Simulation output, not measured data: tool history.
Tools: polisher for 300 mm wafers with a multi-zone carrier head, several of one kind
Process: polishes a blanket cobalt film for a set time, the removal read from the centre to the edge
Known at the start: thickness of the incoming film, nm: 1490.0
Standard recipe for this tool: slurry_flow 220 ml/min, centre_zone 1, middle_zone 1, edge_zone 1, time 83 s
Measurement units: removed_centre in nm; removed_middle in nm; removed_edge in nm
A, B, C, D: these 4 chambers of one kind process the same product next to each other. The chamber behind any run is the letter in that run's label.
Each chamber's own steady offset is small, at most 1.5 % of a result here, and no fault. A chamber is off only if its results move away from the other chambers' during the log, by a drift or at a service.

run,hour,slurry_flow,centre_zone,middle_zone,edge_zone,time,removed_centre,removed_middle,removed_edge
1D,3.2,220,1,1,1,83,422.62,407.35,413.27
# hour 5.3: chamber C: centre zone pressure recalibrated
2B,9.2,220,1,1,1,83,413.96,408.46,418.81
3C,13.9,220,1,1,1,83,412.76,408.69,408.96
4A,21,220,1,1,1,83,420.7,422.31,414.08
5D,24.5,220,1,1,1,83,418.9,414.94,413.21
6A,29.9,220,1,1,1,83,415.8,430,417.98
7B,35.9,220,1,1,1,83,417.93,411.7,414.98
8C,41.4,220,1,1,1,83,411.04,408.1,413.33
# hour 41.9: chamber C: worn pad replaced by a new one
9A,47.8,220,1,1,1,83,427.56,413.95,413
10C,52.5,220,1,1,1,83,409.87,412.53,413.98
11D,55.6,220,1,1,1,83,418.14,418.53,413.53
12B,61.9,220,1,1,1,83,410.13,408.83,416.85
13A,69,220,1,1,1,83,417.72,413.83,408.71
14B,72.8,220,1,1,1,83,400.79,404.17,412.64
15C,79.5,255,1,1.08,1,83,417.73,453.05,417.4
16D,84.8,255,1,1.08,1,83,433.6,457.98,418.4
17C,89.8,255,1,1.08,1,83,406.62,448.26,411.01
# hour 90.4: chamber B: centre zone pressure recalibrated
18B,95.3,255,1,1.08,1,83,432.01,454.34,423.06
19A,99.9,220,1,1,1,83,410.99,410.77,419.52
20D,105.9,220,1,1,1,83,419.91,416.43,421.3
# hour 107.7: chamber A: worn pad replaced by a new one
21C,113,220,1,1,1,83,389.26,386.15,405.82
22D,116.1,220,1,1,1,83,430.25,416.07,413.38
23A,122.6,220,1,1,1,83,414.56,429.48,417.36
24B,126.8,220,1,1,1,83,412.99,416.67,419.98
25A,130.6,220,1,1,1,83,420.94,420.08,424.03
26B,135.8,220,1,1,1,83,424.48,408,417.94
27C,141,220,1,1,1,83,388.93,383.29,397.3
28D,148.1,220,1,1,1,83,418.02,411.56,412.12
29A,151.7,165,1,1.09,1,83,399.44,430.5,406.74
30C,157.4,165,1,1.09,1,83,353.62,383.76,377.34
# hour 160.7: chamber B: worn pad replaced by a new one
31B,162.5,165,1,1.09,1,83,392.33,424.7,403.95
32D,167.9,165,1,1.09,1,83,402.01,438.28,391.12

Next, all 4 chambers run the settings below, one line each with question marks for the results. What does each chamber give?
33A,173,150,1,1,1,83,?,?,?
33B,173,150,1,1,1,83,?,?,?
33C,173,150,1,1,1,83,?,?,?
33D,173,150,1,1,1,83,?,?,?

run,removed_centre,removed_middle,removed_edge
33A,383.68,394.38,393.4
33B,385.51,388.84,401.11
33C,335.98,345.65,362.17
33D,395.25,381.13,397.56
